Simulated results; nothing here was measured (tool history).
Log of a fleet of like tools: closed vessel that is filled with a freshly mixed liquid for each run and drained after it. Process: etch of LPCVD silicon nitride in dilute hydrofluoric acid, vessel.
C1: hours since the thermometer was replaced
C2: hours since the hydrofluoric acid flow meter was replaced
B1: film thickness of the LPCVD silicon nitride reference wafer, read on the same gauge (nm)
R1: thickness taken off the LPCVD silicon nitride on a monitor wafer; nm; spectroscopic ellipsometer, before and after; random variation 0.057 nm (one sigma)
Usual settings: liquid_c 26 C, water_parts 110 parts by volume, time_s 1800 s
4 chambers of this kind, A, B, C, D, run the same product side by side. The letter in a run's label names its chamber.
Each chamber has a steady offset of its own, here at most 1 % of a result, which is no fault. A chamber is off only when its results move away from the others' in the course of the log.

Run 1D, day 0.112: usual settings; C1 1490.3; C2 431.7; B1 139.99. Result: R1 8.369 nm.
Run 2B, day 0.275: usual settings; C1 690.4; C2 168.8; B1 139.98. Result: R1 8.1677 nm.
Run 3A, day 0.433: usual settings; C1 453.9; C2 1556.9; B1 140. Result: R1 8.327 nm.
Run 4C, day 0.65: usual settings; C1 651.2; C2 880.7; B1 140.01. Result: R1 8.2686 nm.
Run 5A, day 0.804: usual settings; C1 462.8; C2 1565.8; B1 140.02. Result: R1 8.2503 nm.
Run 6D, day 0.921: usual settings; C1 1509.7; C2 451.1; B1 139.99. Result: R1 8.4204 nm.
At day 0.925: chamber D: hydrofluoric acid flow meter replaced.
Run 7C, day 1.121: usual settings; C1 662.5; C2 892; B1 140. Result: R1 8.3699 nm.
Run 8B, day 1.35: usual settings but time_s 2685 s; C1 716.2; C2 194.6; B1 140. Result: R1 12.401 nm.
Run 9D, day 1.546: usual settings but time_s 2685 s; C1 1524.7; C2 15; B1 140. Result: R1 12.368 nm.
Run 10C, day 1.725: usual settings but time_s 2685 s; C1 677; C2 906.5; B1 139.99. Result: R1 12.389 nm.
Run 11A, day 1.825: usual settings but time_s 2685 s; C1 487.3; C2 1590.3; B1 140.02. Result: R1 12.478 nm.
Run 12B, day 2.004: usual settings; C1 731.9; C2 210.3; B1 140.01. Result: R1 8.2524 nm.
Run 13D, day 2.104: usual settings but water_parts 75 parts by volume, time_s 2470 s; C1 1538.1; C2 28.4; B1 139.99. Result: R1 16.736 nm.
Run 14A, day 2.312: usual settings but water_parts 75 parts by volume, time_s 2470 s; C1 499; C2 1602; B1 140. Result: R1 16.695 nm.
Run 15C, day 2.538: usual settings but water_parts 75 parts by volume, time_s 2470 s; C1 696.5; C2 926; B1 140.01. Result: R1 16.521 nm.
Run 16B, day 2.683: usual settings but water_parts 75 parts by volume, time_s 2470 s; C1 748.2; C2 226.6; B1 140. Result: R1 16.833 nm.
Run 17B, day 2.904: usual settings; C1 753.5; C2 231.9; B1 140. Result: R1 8.453 nm.
Run 18D, day 3.033: usual settings; C1 1560.4; C2 50.7; B1 140. Result: R1 8.2981 nm.
Run 19A, day 3.171: usual settings; C1 519.6; C2 1622.6; B1 140. Result: R1 8.2731 nm.
Run 20C, day 3.304: usual settings; C1 714.9; C2 944.4; B1 139.98. Result: R1 8.378 nm.
Run 21D, day 3.483: usual settings; C1 1571.2; C2 61.5; B1 140.01. Result: R1 8.3734 nm.
Run 22C, day 3.583: usual settings; C1 721.6; C2 951.1; B1 140. Result: R1 8.319 nm.
Run 23A, day 3.683: usual settings but water_parts 60 parts by volume; C1 531.9; C2 1634.9; B1 140.02. Result: R1 15.427 nm.
Run 24B, day 3.912: usual settings but water_parts 60 parts by volume; C1 777.7; C2 256.1; B1 140. Result: R1 15.913 nm.
Run 25B, day 4.125: usual settings but water_parts 60 parts by volume; C1 782.8; C2 261.2; B1 140. Result: R1 15.874 nm.
Run 26A, day 4.329: usual settings but water_parts 60 parts by volume; C1 547.4; C2 1650.4; B1 140. Result: R1 15.228 nm.
Run 27D, day 4.546: usual settings; C1 1596.7; C2 87; B1 139.97. Result: R1 8.3242 nm.
Run 28C, day 4.738: usual settings but water_parts 80 parts by volume, time_s 2630 s; C1 749.3; C2 978.8; B1 140.01. Result: R1 16.821 nm.
Run 29C, day 4.921: usual settings but water_parts 80 parts by volume, time_s 2630 s; C1 753.7; C2 983.2; B1 140. Result: R1 16.765 nm.
Run 30A, day 5.104: usual settings but water_parts 80 parts by volume, time_s 2630 s; C1 566; C2 1669; B1 139.99. Result: R1 16.569 nm.
Run 31B, day 5.233: usual settings but water_parts 80 parts by volume, time_s 2630 s; C1 809.4; C2 287.8; B1 139.97. Result: R1 17.862 nm.
Run 32D, day 5.433: usual settings but water_parts 55 parts by volume, time_s 2565 s; C1 1618; C2 108.3; B1 140. Result: R1 23.806 nm.
Run 33A, day 5.612: usual settings but water_parts 55 parts by volume, time_s 2565 s; C1 578.2; C2 1681.2; B1 140. Result: R1 23.835 nm.

What goes on in this fleet: one chamber off, a drifting gauge, or nothing beyond the chambers' own small offsets? Name the chamber and the cause, if any.

Chamber B drifts away from the others.
Cause: liquid hotter than its thermometer reads (K) = 1.27.
The log may not tell that from: hydrofluoric acid flow above the setpoint (%).

Here are 4 candidates for chamber B's next run, each the usual settings with a change, their results left as question marks. Which one brings its results back in line with what the others give on the usual settings?
In line means no further than this from the other chambers' mean on the usual settings: R1 0.2 nm
Run 34B-1, day 5.775: usual settings but liquid_c 26.5 C, time_s 1965 s. Result: R1 ?.
Run 34B-2, day 5.775: usual settings but liquid_c 24 C. Result: R1 ?.
Run 34B-3, day 5.775: usual settings but water_parts 105 parts by volume, time_s 1860 s. Result: R1 ?.
Run 34B-4, day 5.775: usual settings but liquid_c 25.5 C, water_parts 115 parts by volume. Result: R1 ?.

The other chambers' mean on the usual settings: R1 8.3109 nm
  run      R1
34B-1  10.081
34B-2  7.8744
34B-3  9.6892
34B-4  8.2878
34B-4 brings the chamber back in line.

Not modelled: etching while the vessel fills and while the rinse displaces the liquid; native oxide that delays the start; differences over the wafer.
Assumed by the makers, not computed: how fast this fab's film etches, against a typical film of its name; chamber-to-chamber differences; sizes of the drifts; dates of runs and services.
